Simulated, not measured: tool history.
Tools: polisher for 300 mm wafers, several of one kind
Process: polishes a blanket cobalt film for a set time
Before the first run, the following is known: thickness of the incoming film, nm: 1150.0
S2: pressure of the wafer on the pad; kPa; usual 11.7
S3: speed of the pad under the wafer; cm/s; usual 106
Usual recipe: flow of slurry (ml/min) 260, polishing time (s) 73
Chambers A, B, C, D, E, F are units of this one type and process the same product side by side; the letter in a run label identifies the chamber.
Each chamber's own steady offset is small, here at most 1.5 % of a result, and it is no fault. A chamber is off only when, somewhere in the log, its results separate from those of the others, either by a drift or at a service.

run 1B hour=3.1 | flow_of_slurry_(ml/min)=260 S2=11.7 S3=106 polishing_time_(s)=73 | film_removed_(Å)=3986.1
-- hour=4.2 chamber C: worn pad replaced by a new one
run 2F hour=8.5 | flow_of_slurry_(ml/min)=260 S2=11.7 S3=106 polishing_time_(s)=73 | film_removed_(Å)=3884.5
-- hour=10.8 chamber A: worn pad replaced by a new one
-- hour=13.5 chamber F: worn pad replaced by a new one
-- hour=14.5 chamber D: worn pad replaced by a new one
run 3D hour=14.5 | flow_of_slurry_(ml/min)=260 S2=11.7 S3=106 polishing_time_(s)=73 | film_removed_(Å)=3922.5
-- hour=20.0 chamber E: slurry nozzle cleaned
run 4E hour=20.6 | flow_of_slurry_(ml/min)=260 S2=11.7 S3=106 polishing_time_(s)=73 | film_removed_(Å)=3981.6
run 5A hour=26.0 | flow_of_slurry_(ml/min)=260 S2=11.7 S3=106 polishing_time_(s)=73 | film_removed_(Å)=3929.2
-- hour=28.8 chamber E: worn pad replaced by a new one
run 6C hour=30.8 | flow_of_slurry_(ml/min)=260 S2=11.7 S3=106 polishing_time_(s)=73 | film_removed_(Å)=3870.2
run 7A hour=35.1 | flow_of_slurry_(ml/min)=260 S2=11.7 S3=106 polishing_time_(s)=73 | film_removed_(Å)=3877.9
run 8F hour=39.9 | flow_of_slurry_(ml/min)=260 S2=11.7 S3=106 polishing_time_(s)=73 | film_removed_(Å)=3906.2
-- hour=43.1 chamber C: slurry nozzle cleaned
run 9E hour=43.6 | flow_of_slurry_(ml/min)=320 S2=9.0 S3=106 polishing_time_(s)=73 | film_removed_(Å)=3095.1
run 10C hour=46.6 | flow_of_slurry_(ml/min)=320 S2=9.0 S3=106 polishing_time_(s)=73 | film_removed_(Å)=3039.8
run 11D hour=51.4 | flow_of_slurry_(ml/min)=320 S2=9.0 S3=106 polishing_time_(s)=73 | film_removed_(Å)=3064.8
-- hour=52.7 chamber B: worn pad replaced by a new one
-- hour=53.8 chamber F: worn pad replaced by a new one
run 12B hour=57.4 | flow_of_slurry_(ml/min)=320 S2=9.0 S3=106 polishing_time_(s)=73 | film_removed_(Å)=3159.1
run 13B hour=61.8 | flow_of_slurry_(ml/min)=320 S2=9.0 S3=106 polishing_time_(s)=73 | film_removed_(Å)=3095.4
run 14C hour=66.8 | flow_of_slurry_(ml/min)=320 S2=9.0 S3=106 polishing_time_(s)=73 | film_removed_(Å)=3049.9
run 15A hour=70.8 | flow_of_slurry_(ml/min)=260 S2=11.7 S3=106 polishing_time_(s)=73 | film_removed_(Å)=3918.1
-- hour=73.5 chamber E: worn pad replaced by a new one
run 16E hour=74.9 | flow_of_slurry_(ml/min)=260 S2=11.7 S3=106 polishing_time_(s)=73 | film_removed_(Å)=3966.0
run 17D hour=78.8 | flow_of_slurry_(ml/min)=260 S2=11.7 S3=106 polishing_time_(s)=73 | film_removed_(Å)=3973.5
run 18F hour=84.0 | flow_of_slurry_(ml/min)=260 S2=11.7 S3=136 polishing_time_(s)=56 | film_removed_(Å)=3904.0
run 19D hour=88.2 | flow_of_slurry_(ml/min)=260 S2=11.7 S3=136 polishing_time_(s)=56 | film_removed_(Å)=3815.3
run 20C hour=91.0 | flow_of_slurry_(ml/min)=260 S2=11.7 S3=136 polishing_time_(s)=56 | film_removed_(Å)=3883.2
run 21B hour=94.4 | flow_of_slurry_(ml/min)=260 S2=11.7 S3=136 polishing_time_(s)=56 | film_removed_(Å)=3923.2
-- hour=97.9 chamber F: worn pad replaced by a new one
run 22F hour=100.0 | flow_of_slurry_(ml/min)=260 S2=11.7 S3=136 polishing_time_(s)=56 | film_removed_(Å)=3775.1
-- hour=103.2 chamber C: worn pad replaced by a new one
run 23E hour=105.2 | flow_of_slurry_(ml/min)=260 S2=11.7 S3=136 polishing_time_(s)=56 | film_removed_(Å)=3885.5
-- hour=106.7 chamber D: worn pad replaced by a new one
run 24A hour=108.8 | flow_of_slurry_(ml/min)=260 S2=11.7 S3=106 polishing_time_(s)=73 | film_removed_(Å)=3929.2
-- hour=109.9 chamber A: worn pad replaced by a new one
run 25F hour=112.5 | flow_of_slurry_(ml/min)=260 S2=11.7 S3=106 polishing_time_(s)=73 | film_removed_(Å)=3874.4
run 26C hour=117.9 | flow_of_slurry_(ml/min)=260 S2=11.7 S3=106 polishing_time_(s)=73 | film_removed_(Å)=3867.7
-- hour=121.0 chamber E: worn pad replaced by a new one
run 27E hour=123.3 | flow_of_slurry_(ml/min)=260 S2=15.2 S3=106 polishing_time_(s)=73 | film_removed_(Å)=5163.9
run 28B hour=127.1 | flow_of_slurry_(ml/min)=260 S2=15.2 S3=106 polishing_time_(s)=73 | film_removed_(Å)=5127.7
run 29D hour=133.3 | flow_of_slurry_(ml/min)=260 S2=15.2 S3=106 polishing_time_(s)=73 | film_removed_(Å)=4963.1
-- hour=135.8 chamber F: worn pad replaced by a new one
run 30A hour=136.9 | flow_of_slurry_(ml/min)=260 S2=15.2 S3=106 polishing_time_(s)=73 | film_removed_(Å)=5022.0
-- hour=140.3 chamber B: worn pad replaced by a new one
run 31D hour=141.2 | flow_of_slurry_(ml/min)=260 S2=15.2 S3=106 polishing_time_(s)=73 | film_removed_(Å)=4960.5
run 32C hour=145.4 | flow_of_slurry_(ml/min)=260 S2=15.2 S3=106 polishing_time_(s)=73 | film_removed_(Å)=4973.0
run 33E hour=150.6 | flow_of_slurry_(ml/min)=260 S2=11.7 S3=106 polishing_time_(s)=73 | film_removed_(Å)=3979.5
run 34A hour=155.0 | flow_of_slurry_(ml/min)=260 S2=11.7 S3=106 polishing_time_(s)=73 | film_removed_(Å)=3847.1
run 35F hour=159.3 | flow_of_slurry_(ml/min)=260 S2=11.7 S3=106 polishing_time_(s)=73 | film_removed_(Å)=3861.2
run 36B hour=162.0 | flow_of_slurry_(ml/min)=260 S2=11.7 S3=106 polishing_time_(s)=73 | film_removed_(Å)=3980.1
run 37E hour=165.0 | flow_of_slurry_(ml/min)=260 S2=11.7 S3=106 polishing_time_(s)=73 | film_removed_(Å)=3934.9
run 38D hour=169.5 | flow_of_slurry_(ml/min)=260 S2=11.7 S3=106 polishing_time_(s)=73 | film_removed_(Å)=3777.9
run 39A hour=173.4 | flow_of_slurry_(ml/min)=260 S2=11.7 S3=106 polishing_time_(s)=73 | film_removed_(Å)=3886.9
run 40B hour=179.3 | flow_of_slurry_(ml/min)=260 S2=11.7 S3=106 polishing_time_(s)=73 | film_removed_(Å)=3911.9

One chamber off, gauge drift, or nothing amiss beyond the chambers' own small offsets? If it is a chamber, which one, and what is the likeliest cause?

Little by little, chamber D moves away from the other chambers.
Most likely cause: head's pressure below its setpoint, % = 6.14.
Not necessarily distinguishable in this log from: slurry flow missing at the pad, %.

Here are 4 candidates for chamber D's next run, each the usual settings with a change, their results left as question marks. Which one brings its results back in line with what the others give on the usual settings?
To be in line, a result may differ from the other chambers' mean on the usual settings by at most: film removed (Å) 150.0
run 41D-1 hour=183.8 | flow_of_slurry_(ml/min)=255 S2=11.7 S3=106 polishing_time_(s)=64 | film_removed_(Å)=?
run 41D-2 hour=183.8 | flow_of_slurry_(ml/min)=260 S2=11.7 S3=106 polishing_time_(s)=69 | film_removed_(Å)=?
run 41D-3 hour=183.8 | flow_of_slurry_(ml/min)=260 S2=12.4 S3=106 polishing_time_(s)=73 | film_removed_(Å)=?
run 41D-4 hour=183.8 | flow_of_slurry_(ml/min)=260 S2=12.4 S3=112 polishing_time_(s)=73 | film_removed_(Å)=?

The other chambers' mean on the usual settings: film removed (Å) 3941.9
run=41D-1 film_removed_(Å)=3271.6
run=41D-2 film_removed_(Å)=3534.4
run=41D-3 film_removed_(Å)=3961.2
run=41D-4 film_removed_(Å)=4182.8
Change 41D-3 lands the chamber within the allowed miss of the other chambers.
